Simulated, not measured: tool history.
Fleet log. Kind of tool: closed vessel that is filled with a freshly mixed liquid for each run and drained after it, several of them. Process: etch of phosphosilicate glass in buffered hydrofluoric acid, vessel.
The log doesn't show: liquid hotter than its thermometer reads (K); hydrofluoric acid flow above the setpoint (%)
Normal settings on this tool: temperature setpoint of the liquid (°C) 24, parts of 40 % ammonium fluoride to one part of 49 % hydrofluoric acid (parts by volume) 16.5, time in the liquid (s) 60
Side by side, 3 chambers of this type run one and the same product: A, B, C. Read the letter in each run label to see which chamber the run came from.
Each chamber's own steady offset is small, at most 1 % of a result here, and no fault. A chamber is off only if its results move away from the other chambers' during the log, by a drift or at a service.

| run | hour | temperature setpoint of the liquid (°C) | parts of 40 % ammonium fluoride to one part of 49 % hydrofluoric acid (parts by volume) | time in the liquid (s) | hours since the thermometer was replaced | hours since the hydrofluoric acid flow meter was replaced | read-back film thickness of the phosphosilicate glass reference wafer, read on the same gauge (nm) | thickness taken off the phosphosilicate glass on a monitor wafer (Å) |
|---|---|---|---|---|---|---|---|---|
| 1B | 3.3 | 24 | 16.5 | 60 | 678.2 | 1878.9 | 89.987 | 1196.4 |
| 2C | 9.4 | 24 | 16.5 | 60 | 179 | 1736.1 | 90.006 | 1223.6 |
| 3A | 15.7 | 24 | 16.5 | 60 | 321.9 | 1384.4 | 89.99 | 1240.5 |
| 4B | 20.4 | 24 | 16.5 | 60 | 695.3 | 1896 | 89.999 | 1203.2 |
| 5C | 25.9 | 24 | 16.5 | 60 | 195.5 | 1752.6 | 89.99 | 1186.7 |
| 6A | 32.7 | 24 | 16.5 | 60 | 338.9 | 1401.4 | 90.016 | 1247.5 |
| 7C | 38 | 24 | 16.5 | 60 | 207.6 | 1764.7 | 90.005 | 1226 |
| 8B | 41.8 | 24 | 16.5 | 60 | 716.7 | 1917.4 | 90.006 | 1194.4 |
| 9A | 45.2 | 24 | 16.5 | 60 | 351.4 | 1413.9 | 90.004 | 1248.9 |
| 10A | 50.4 | 24 | 16.5 | 60 | 356.6 | 1419.1 | 90.011 | 1259.3 |
| 11B | 54.2 | 24 | 16.5 | 60 | 729.1 | 1929.8 | 90.001 | 1197.5 |
| 12C | 61.1 | 24 | 16.5 | 60 | 230.7 | 1787.8 | 90.016 | 1189.2 |
| 13C | 64.2 | 24 | 16.5 | 60 | 233.8 | 1790.9 | 90.008 | 1216.2 |
| 14A | 69.7 | 24 | 16.5 | 60 | 375.9 | 1438.4 | 90.001 | 1266.4 |
| 15B | 73.6 | 24 | 16.5 | 60 | 748.5 | 1949.2 | 89.992 | 1200.6 |
| 16A | 78.6 | 27 | 16.5 | 60 | 384.8 | 1447.3 | 90.011 | 1527.4 |
| 17C | 84.6 | 27 | 16.5 | 60 | 254.2 | 1811.3 | 90.012 | 1429.2 |
| 18B | 90.2 | 27 | 16.5 | 60 | 765.1 | 1965.8 | 89.977 | 1400.8 |
| 19C | 94.4 | 24 | 16.5 | 60 | 264 | 1821.1 | 89.97 | 1214 |
|  | 99.3 | chamber C: hydrofluoric acid flow meter replaced |
| 20A | 99.7 | 24 | 16.5 | 60 | 405.9 | 1468.4 | 89.992 | 1311.6 |
| 21B | 105.4 | 25.5 | 13 | 60 | 780.3 | 1981 | 89.997 | 1629.4 |
| 22B | 112.3 | 25.5 | 13 | 60 | 787.2 | 1987.9 | 90.006 | 1640.7 |
| 23C | 117.6 | 25.5 | 13 | 60 | 287.2 | 18.3 | 90.006 | 1652.9 |
| 24A | 122.5 | 24 | 16.5 | 60 | 428.7 | 1491.2 | 90.013 | 1353.3 |
| 25B | 127.1 | 19.5 | 16.5 | 60 | 802 | 2002.7 | 89.99 | 941.73 |
| 26A | 130.2 | 19.5 | 16.5 | 60 | 436.4 | 1498.9 | 90.005 | 1064.2 |
| 27C | 134.5 | 19.5 | 16.5 | 60 | 304.1 | 35.2 | 90.006 | 934.85 |
| 28C | 137.9 | 24 | 16.5 | 60 | 307.5 | 38.6 | 89.999 | 1221.5 |
| 29A | 142.7 | 24 | 21.5 | 40 | 448.9 | 1511.4 | 89.993 | 723.23 |

Read the log: is a single chamber off, either drifting away or since a service, is the gauge that measures every chamber drifting, or is nothing wrong beyond small per-chamber offsets? Name any odd chamber and what most likely caused it.

Little by little, chamber A moves away from the other chambers.
Most likely cause: liquid hotter than its thermometer reads (K) = 2.22.
The log may not separate it from: hydrofluoric acid flow above the setpoint (%).

Below are 4 candidate recipes for chamber A's next run, each the usual settings with a change, their results shown as question marks. Which of them brings A's results back in line with what the other chambers give on the usual settings?
Allowed miss from the other chambers' usual-settings mean, per result, to count as in line: thickness taken off the phosphosilicate glass on a monitor wafer (Å) 39
| 30A-1 | 147.9 | 24.5 | 16 | 65 |  |  |  | ? |
| 30A-2 | 147.9 | 23.5 | 17 | 60 |  |  |  | ? |
| 30A-3 | 147.9 | 25 | 16.5 | 60 |  |  |  | ? |
| 30A-4 | 147.9 | 23.5 | 17 | 55 |  |  |  | ? |

Mean of the other chambers on the usual settings: thickness taken off the phosphosilicate glass on a monitor wafer (Å) 1209
| run | thickness taken off the phosphosilicate glass on a monitor wafer (Å) |
|---|---|
| 30A-1 | 1574.9 |
| 30A-2 | 1298.3 |
| 30A-3 | 1448.3 |
| 30A-4 | 1190.1 |
The right change is 30A-4: it brings the chamber back within the allowed miss of the others.
